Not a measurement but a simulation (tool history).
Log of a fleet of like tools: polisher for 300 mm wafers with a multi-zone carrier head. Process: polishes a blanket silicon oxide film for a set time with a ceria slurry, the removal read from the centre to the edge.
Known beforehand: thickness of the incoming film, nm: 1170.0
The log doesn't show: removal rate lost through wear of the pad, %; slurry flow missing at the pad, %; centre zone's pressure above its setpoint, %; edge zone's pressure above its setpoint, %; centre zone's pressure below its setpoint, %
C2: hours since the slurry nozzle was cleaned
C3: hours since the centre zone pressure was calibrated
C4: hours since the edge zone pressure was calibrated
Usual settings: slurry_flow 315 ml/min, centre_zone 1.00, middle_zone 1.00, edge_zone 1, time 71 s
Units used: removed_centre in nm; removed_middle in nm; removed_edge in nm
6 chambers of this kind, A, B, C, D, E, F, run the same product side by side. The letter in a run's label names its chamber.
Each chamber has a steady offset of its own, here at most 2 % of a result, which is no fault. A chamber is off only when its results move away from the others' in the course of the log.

Run 1C, day 0.271: usual settings; wafers polished on this pad 669; C2 851.0; C3 363.1; C4 451.0. Result: removed_centre 309.77 nm, removed_middle 307.47 nm, removed_edge 311.94 nm.
At day 0.417: chamber C: worn pad replaced by a new one.
At day 0.517: chamber D: slurry nozzle cleaned.
Run 2A, day 0.571: usual settings; wafers polished on this pad 1088; C2 335.2; C3 1126.2; C4 502.3. Result: removed_centre 313.29 nm, removed_middle 311.76 nm, removed_edge 312.10 nm.
At day 0.650: chamber C: slurry nozzle cleaned.
Run 3E, day 1.083: usual settings; wafers polished on this pad 677; C2 39.4; C3 317.3; C4 150.5. Result: removed_centre 303.24 nm, removed_middle 314.14 nm, removed_edge 314.46 nm.
At day 1.229: chamber A: centre zone pressure recalibrated.
Run 4F, day 1.333: usual settings; wafers polished on this pad 469; C2 119.0; C3 630.3; C4 409.0. Result: removed_centre 310.97 nm, removed_middle 312.67 nm, removed_edge 305.97 nm.
At day 1.438: chamber B: worn pad replaced by a new one.
At day 1.492: chamber C: edge zone pressure recalibrated.
Run 5B, day 1.662: usual settings; wafers polished on this pad 58; C2 180.1; C3 239.5; C4 197.2. Result: removed_centre 309.77 nm, removed_middle 311.34 nm, removed_edge 315.06 nm.
At day 1.746: chamber E: worn pad replaced by a new one.
At day 1.912: chamber D: worn pad replaced by a new one.
At day 1.917: chamber A: worn pad replaced by a new one.
Run 6D, day 2.071: usual settings; wafers polished on this pad 41; C2 37.3; C3 385.7; C4 368.1. Result: removed_centre 314.77 nm, removed_middle 312.69 nm, removed_edge 316.31 nm.
Run 7A, day 2.342: usual settings; wafers polished on this pad 111; C2 377.7; C3 26.8; C4 544.8. Result: removed_centre 312.24 nm, removed_middle 314.05 nm, removed_edge 315.16 nm.
Run 8F, day 2.629: usual settings; wafers polished on this pad 809; C2 150.1; C3 661.4; C4 440.1. Result: removed_centre 318.34 nm, removed_middle 311.92 nm, removed_edge 306.13 nm.
Run 9E, day 3.150: usual settings but middle_zone 0.95; wafers polished on this pad 367; C2 89.0; C3 366.9; C4 200.1. Result: removed_centre 307.89 nm, removed_middle 301.40 nm, removed_edge 308.87 nm.
Run 10D, day 3.404: usual settings but middle_zone 0.95; wafers polished on this pad 391; C2 69.3; C3 417.7; C4 400.1. Result: removed_centre 311.65 nm, removed_middle 295.27 nm, removed_edge 316.33 nm.
At day 3.525: chamber F: worn pad replaced by a new one.
At day 3.558: chamber C: worn pad replaced by a new one.
Run 11C, day 3.700: usual settings but middle_zone 0.95; wafers polished on this pad 37; C2 73.3; C3 445.4; C4 53.0. Result: removed_centre 310.13 nm, removed_middle 297.79 nm, removed_edge 308.71 nm.
At day 4.021: chamber E: centre zone pressure recalibrated.
Run 12B, day 4.208: usual settings but middle_zone 0.95; wafers polished on this pad 725; C2 241.2; C3 300.6; C4 258.3. Result: removed_centre 308.98 nm, removed_middle 294.71 nm, removed_edge 309.03 nm.
Run 13F, day 4.696: usual settings but middle_zone 0.95; wafers polished on this pad 306; C2 199.7; C3 711.0; C4 489.7. Result: removed_centre 319.76 nm, removed_middle 294.15 nm, removed_edge 303.58 nm.
Run 14A, day 5.046: usual settings but middle_zone 0.95; wafers polished on this pad 819; C2 442.6; C3 91.7; C4 609.7. Result: removed_centre 311.41 nm, removed_middle 301.86 nm, removed_edge 314.67 nm.
At day 5.258: chamber D: worn pad replaced by a new one.
At day 5.262: chamber E: worn pad replaced by a new one.
Run 15C, day 5.467: usual settings; wafers polished on this pad 499; C2 115.7; C3 487.8; C4 95.4. Result: removed_centre 315.35 nm, removed_middle 308.65 nm, removed_edge 312.81 nm.
Run 16D, day 5.854: usual settings; wafers polished on this pad 157; C2 128.1; C3 476.5; C4 458.9. Result: removed_centre 318.36 nm, removed_middle 311.11 nm, removed_edge 312.85 nm.
Run 17B, day 6.288: usual settings; wafers polished on this pad 1270; C2 291.1; C3 350.5; C4 308.2. Result: removed_centre 315.01 nm, removed_middle 304.45 nm, removed_edge 307.57 nm.
At day 6.392: chamber F: slurry nozzle cleaned.
Run 18E, day 6.712: usual settings; wafers polished on this pad 379; C2 174.5; C3 64.7; C4 285.6. Result: removed_centre 305.16 nm, removed_middle 307.03 nm, removed_edge 307.29 nm.
At day 6.721: chamber B: worn pad replaced by a new one.
At day 6.900: chamber A: worn pad replaced by a new one.
Run 19D, day 7.050: usual settings; wafers polished on this pad 470; C2 156.8; C3 505.2; C4 487.6. Result: removed_centre 314.47 nm, removed_middle 309.56 nm, removed_edge 317.07 nm.
At day 7.075: chamber C: worn pad replaced by a new one.
Run 20B, day 7.412: usual settings; wafers polished on this pad 181; C2 318.1; C3 377.5; C4 335.2. Result: removed_centre 311.90 nm, removed_middle 310.82 nm, removed_edge 311.43 nm.
At day 7.442: chamber F: worn pad replaced by a new one.
Run 21A, day 7.758: usual settings; wafers polished on this pad 225; C2 507.7; C3 156.8; C4 674.8. Result: removed_centre 310.47 nm, removed_middle 312.22 nm, removed_edge 314.32 nm.
Run 22E, day 8.108: usual settings; wafers polished on this pad 745; C2 208.0; C3 98.2; C4 319.1. Result: removed_centre 308.91 nm, removed_middle 310.90 nm, removed_edge 313.26 nm.
At day 8.467: chamber E: worn pad replaced by a new one.
At day 8.658: chamber D: worn pad replaced by a new one.
Run 23F, day 8.675: usual settings but slurry_flow 260 ml/min, time 50 s; wafers polished on this pad 323; C2 54.9; C3 806.5; C4 585.2. Result: removed_centre 215.74 nm, removed_middle 216.65 nm, removed_edge 211.82 nm.
Run 24C, day 8.979: usual settings but slurry_flow 260 ml/min, time 50 s; wafers polished on this pad 499; C2 200.0; C3 572.1; C4 179.7. Result: removed_centre 217.62 nm, removed_middle 214.39 nm, removed_edge 214.83 nm.
Run 25B, day 9.479: usual settings but slurry_flow 260 ml/min, time 50 s; wafers polished on this pad 722; C2 367.7; C3 427.1; C4 384.8. Result: removed_centre 213.73 nm, removed_middle 210.85 nm, removed_edge 216.81 nm.
Run 26E, day 9.842: usual settings but slurry_flow 260 ml/min, time 50 s; wafers polished on this pad 360; C2 249.6; C3 139.8; C4 360.7. Result: removed_centre 212.34 nm, removed_middle 216.47 nm, removed_edge 215.61 nm.
At day 10.025: chamber C: worn pad replaced by a new one.
Run 27A, day 10.196: usual settings but slurry_flow 260 ml/min, time 50 s; wafers polished on this pad 863; C2 566.2; C3 215.3; C4 733.3. Result: removed_centre 215.17 nm, removed_middle 216.97 nm, removed_edge 219.57 nm.
Run 28C, day 10.612: usual settings but slurry_flow 260 ml/min, time 50 s; wafers polished on this pad 154; C2 239.2; C3 611.3; C4 218.9. Result: removed_centre 218.38 nm, removed_middle 215.63 nm, removed_edge 217.44 nm.
Run 29D, day 11.012: usual settings; wafers polished on this pad 617; C2 251.9; C3 600.3; C4 582.7. Result: removed_centre 312.74 nm, removed_middle 311.29 nm, removed_edge 312.82 nm.
At day 11.067: chamber A: slurry nozzle cleaned.
At day 11.200: chamber A: worn pad replaced by a new one.
Run 30F, day 11.262: usual settings; wafers polished on this pad 1001; C2 117.0; C3 868.6; C4 647.3. Result: removed_centre 310.87 nm, removed_middle 316.56 nm, removed_edge 304.02 nm.
At day 11.271: chamber E: worn pad replaced by a new one.
At day 11.333: chamber B: worn pad replaced by a new one.
Run 31C, day 11.558: usual settings; wafers polished on this pad 402; C2 261.9; C3 634.0; C4 241.6. Result: removed_centre 312.65 nm, removed_middle 308.28 nm, removed_edge 307.57 nm.
Run 32A, day 12.067: usual settings; wafers polished on this pad 227; C2 24.1; C3 260.2; C4 778.2. Result: removed_centre 314.80 nm, removed_middle 312.90 nm, removed_edge 313.36 nm.
At day 12.221: chamber D: worn pad replaced by a new one.
Run 33F, day 12.346: usual settings; wafers polished on this pad 1284; C2 143.0; C3 894.6; C4 673.3. Result: removed_centre 313.95 nm, removed_middle 318.85 nm, removed_edge 308.56 nm.
At day 12.429: chamber F: worn pad replaced by a new one.
Run 34D, day 12.712: usual settings; wafers polished on this pad 129; C2 292.7; C3 641.1; C4 623.5. Result: removed_centre 314.22 nm, removed_middle 310.65 nm, removed_edge 314.14 nm.
At day 12.758: chamber D: slurry nozzle cleaned.
Run 35B, day 13.092: usual settings; wafers polished on this pad 461; C2 454.4; C3 513.8; C4 471.5. Result: removed_centre 315.30 nm, removed_middle 310.39 nm, removed_edge 313.98 nm.
At day 13.412: chamber C: centre zone pressure recalibrated.
At day 13.425: chamber C: worn pad replaced by a new one.
Run 36E, day 13.488: usual settings but time 87 s; wafers polished on this pad 581; C2 337.1; C3 227.3; C4 448.2. Result: removed_centre 375.23 nm, removed_middle 380.99 nm, removed_edge 383.32 nm.
At day 13.604: chamber E: slurry nozzle cleaned.
Run 37A, day 13.850: usual settings but time 87 s; wafers polished on this pad 694; C2 66.9; C3 303.0; C4 821.0. Result: removed_centre 384.24 nm, removed_middle 380.49 nm, removed_edge 381.60 nm.
Run 38F, day 14.179: usual settings but time 87 s; wafers polished on this pad 458; C2 187.0; C3 938.6; C4 717.3. Result: removed_centre 392.08 nm, removed_middle 382.89 nm, removed_edge 377.57 nm.
Run 39C, day 14.675: usual settings but time 87 s; wafers polished on this pad 327; C2 336.7; C3 30.3; C4 316.4. Result: removed_centre 380.63 nm, removed_middle 380.17 nm, removed_edge 375.74 nm.
At day 14.942: chamber E: worn pad replaced by a new one.
Run 40D, day 15.017: usual settings but time 87 s; wafers polished on this pad 732; C2 54.3; C3 696.4; C4 678.8. Result: removed_centre 385.17 nm, removed_middle 381.72 nm, removed_edge 383.66 nm.
Run 41B, day 15.350: usual settings but time 87 s; wafers polished on this pad 1052; C2 508.6; C3 568.0; C4 525.7. Result: removed_centre 390.26 nm, removed_middle 384.46 nm, removed_edge 386.14 nm.
Run 42E, day 15.654: usual settings; wafers polished on this pad 187; C2 49.3; C3 279.3; C4 500.2. Result: removed_centre 311.01 nm, removed_middle 312.90 nm, removed_edge 315.29 nm.

For the next run the whole fleet of 6 chambers uses the same settings. Give each chamber's results:
Run 43A, day 16.062: usual settings but centre_zone 1.04. Result: removed_centre ?, removed_middle ?, removed_edge ?.
Run 43B, day 16.062: usual settings but centre_zone 1.04. Result: removed_centre ?, removed_middle ?, removed_edge ?.
Run 43C, day 16.062: usual settings but centre_zone 1.04. Result: removed_centre ?, removed_middle ?, removed_edge ?.
Run 43D, day 16.062: usual settings but centre_zone 1.04. Result: removed_centre ?, removed_middle ?, removed_edge ?.
Run 43E, day 16.062: usual settings but centre_zone 1.04. Result: removed_centre ?, removed_middle ?, removed_edge ?.
Run 43F, day 16.062: usual settings but centre_zone 1.04. Result: removed_centre ?, removed_middle ?, removed_edge ?.

run  removed_centre  removed_middle  removed_edge
43A          325.94          310.94        308.92
43B          327.25          310.77        312.76
43C          329.91          312.43        304.18
43D          323.30          309.78        311.70
43E          325.10          315.33        312.22
43F          331.41          313.73        305.18
